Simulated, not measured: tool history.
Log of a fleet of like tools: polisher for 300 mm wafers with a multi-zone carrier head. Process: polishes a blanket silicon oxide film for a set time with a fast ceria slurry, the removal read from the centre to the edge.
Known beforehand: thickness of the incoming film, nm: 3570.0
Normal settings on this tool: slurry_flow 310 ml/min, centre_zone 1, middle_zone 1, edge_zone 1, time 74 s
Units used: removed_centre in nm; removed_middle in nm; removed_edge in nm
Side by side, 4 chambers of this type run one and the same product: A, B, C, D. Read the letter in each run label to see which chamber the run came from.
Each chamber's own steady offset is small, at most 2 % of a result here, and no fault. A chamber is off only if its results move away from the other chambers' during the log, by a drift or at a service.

run   hour  slurry_flow  centre_zone  middle_zone  edge_zone  time  wafers polished on this pad  hours since the slurry nozzle was cleaned  hours since the centre zone pressure was calibrated  hours since the edge zone pressure was calibrated  removed_centre  removed_middle  removed_edge
       6.8  -- chamber A: worn pad replaced by a new one
 1C   11.7          310            1            1          1    74                          563                                       83.7                                                  467                                              330.6          1263.1          1266.2        1276.5
 2A   20.5          310            1            1          1    74                          111                                        151                                                873.5                                              168.1          1270.7          1265.5        1281.6
      30.1  -- chamber C: worn pad replaced by a new one
 3D   32.5          310            1            1          1    74                          552                                       82.9                                                455.8                                              800.3          1293.7          1276.4        1261.2
 4B   43.7          310            1            1          1    74                          769                                      114.3                                                475.2                                                367          1269.8          1249.8        1269.5
 5C   56.2          310            1            1          1    74                          213                                      128.2                                                511.5                                              375.1          1256.3          1264.6        1278.4
      58.7  -- chamber C: edge zone pressure recalibrated
 6A   66.7          310            1            1          1    74                          487                                      197.2                                                919.7                                              214.3          1282.9          1261.7        1274.8
 7B     80          310            1            1          1    74                         1065                                      150.6                                                511.5                                              403.3          1246.6          1270.6        1276.2
      85.2  -- chamber B: worn pad replaced by a new one
      86.7  -- chamber D: edge zone pressure recalibrated
 8D   88.2          310            1            1          1    74                         1005                                      138.6                                                511.5                                                1.6          1260.9          1265.6        1228.9
      89.4  -- chamber B: centre zone pressure recalibrated
      93.5  -- chamber A: worn pad replaced by a new one
 9A  101.9          375            1            1       1.12    74                           68                                      232.4                                                954.9                                              249.5          1277.7          1309.1        1357.4
     105.7  -- chamber C: worn pad replaced by a new one
     109.5  -- chamber D: centre zone pressure recalibrated
10D  111.1          375            1            1       1.12    74                         1191                                      161.5                                                  1.7                                               24.5            1284          1276.7        1326.7
11B  117.3          375            1            1       1.12    74                          261                                      187.9                                                 27.9                                              440.6            1289          1285.5        1361.7
12C  124.6          375            1            1       1.12    74                          154                                      196.6                                                579.9                                               65.9          1305.5          1274.2          1376
13B  134.4          310            1            1          1    74                          400                                        205                                                   45                                              457.7          1292.5          1267.4        1268.2
14C  148.6          310            1            1          1    74                          349                                      220.6                                                603.9                                               89.9            1271          1259.2        1267.2
     158.8  -- chamber B: edge zone pressure recalibrated
15A  162.8          310            1            1          1    74                          564                                      293.3                                               1015.8                                              310.4          1274.4          1272.3        1264.7
16D  172.4          310            1            1          1    74                         1690                                      222.8                                                   63                                               85.8          1228.3          1263.3        1213.3
17D    179          310            1            1       1.06    74                         1744                                      229.4                                                 69.6                                               92.4          1219.1          1237.3        1248.7
       182  -- chamber A: worn pad replaced by a new one
18B    193          310            1            1       1.06    74                          877                                      263.6                                                103.6                                               34.2          1265.2          1271.9        1313.6
     196.8  -- chamber C: worn pad replaced by a new one
19C    202          310            1            1       1.06    74                           42                                        274                                                657.3                                              143.3          1247.6          1278.2        1299.3
20A  211.5          310            1            1       1.06    74                          240                                        342                                               1064.5                                              359.1          1269.8          1288.2        1309.7
21D  221.1          310            1            1          1    74                         2086                                      271.5                                                111.7                                              134.5          1222.4          1230.8        1199.6
22C  230.5          310            1            1          1    74                          274                                      302.5                                                685.8                                              171.8          1251.5          1273.7        1290.7
23B  238.3          310            1            1          1    74                         1245                                      308.9                                                148.9                                               79.5          1275.9          1264.4        1258.3
     241.6  -- chamber B: worn pad replaced by a new one
     245.5  -- chamber D: slurry nozzle cleaned
     247.9  -- chamber C: slurry nozzle cleaned
24A  248.5          310            1            1          1    74                          541                                        379                                               1101.5                                              396.1          1248.4          1271.8        1260.7
     249.4  -- chamber A: slurry nozzle cleaned
25C  260.2          310            1            1          1    74                          516                                       12.3                                                715.5                                              201.5          1255.7          1265.7        1274.9
     262.7  -- chamber A: worn pad replaced by a new one
26D  273.6          310            1            1          1    74                         2513                                       28.2                                                164.2                                                187          1219.2          1208.1          1175
     275.3  -- chamber B: slurry nozzle cleaned
27B  280.1          310            1            1          1    74                          313                                        4.8                                                190.7                                              121.3          1270.1          1271.9        1272.8
28A  287.6          310            1            1          1    93                          202                                       38.2                                               1140.6                                              435.2            1588          1604.2        1605.9
     295.8  -- chamber C: worn pad replaced by a new one
29D  299.5          310            1            1          1    93                         2724                                       54.1                                                190.1                                              212.9          1508.2          1531.3        1467.9
30C  310.1          310            1            1          1    93                          116                                       62.2                                                765.4                                              251.4          1559.3          1605.1        1612.4

Is one chamber off against the others, does the gauge drift, or is nothing wrong? If a chamber is off, say which, and what the likeliest cause is.

Chamber D drifts away from the others.
Cause: removal rate lost through wear of the pad, % = 6.81.

Below are 4 candidate recipes for chamber D's next run, each the usual settings with a change, their results shown as question marks. Which of them brings D's results back in line with what the other chambers give on the usual settings?
A result is in line if it is within this distance of the other chambers' mean on the usual settings: removed_centre 53 nm; removed_middle 39 nm; removed_edge 30 nm
31D-1  320.4          310         1.01         1.01       0.98    69                                                                                                                                                                                               ?               ?             ?
31D-2  320.4          310         0.99         0.99       1.01    77                                                                                                                                                                                               ?               ?             ?
31D-3  320.4          310         0.99         0.99       1.02    79                                                                                                                                                                                               ?               ?             ?
31D-4  320.4          310         1.01         1.01       0.99    71                                                                                                                                                                                               ?               ?             ?

On the usual settings, the other chambers give on average: removed_centre 1259 nm; removed_middle 1267.9 nm; removed_edge 1268.6 nm
  run  removed_centre  removed_middle  removed_edge
31D-1          1127.1          1121.3        1077.8
31D-2            1230          1228.3        1222.6
31D-3            1262          1260.2          1261
31D-4          1159.8          1153.8          1115
31D-3 is the one that brings the chamber's results back in line with the other chambers.

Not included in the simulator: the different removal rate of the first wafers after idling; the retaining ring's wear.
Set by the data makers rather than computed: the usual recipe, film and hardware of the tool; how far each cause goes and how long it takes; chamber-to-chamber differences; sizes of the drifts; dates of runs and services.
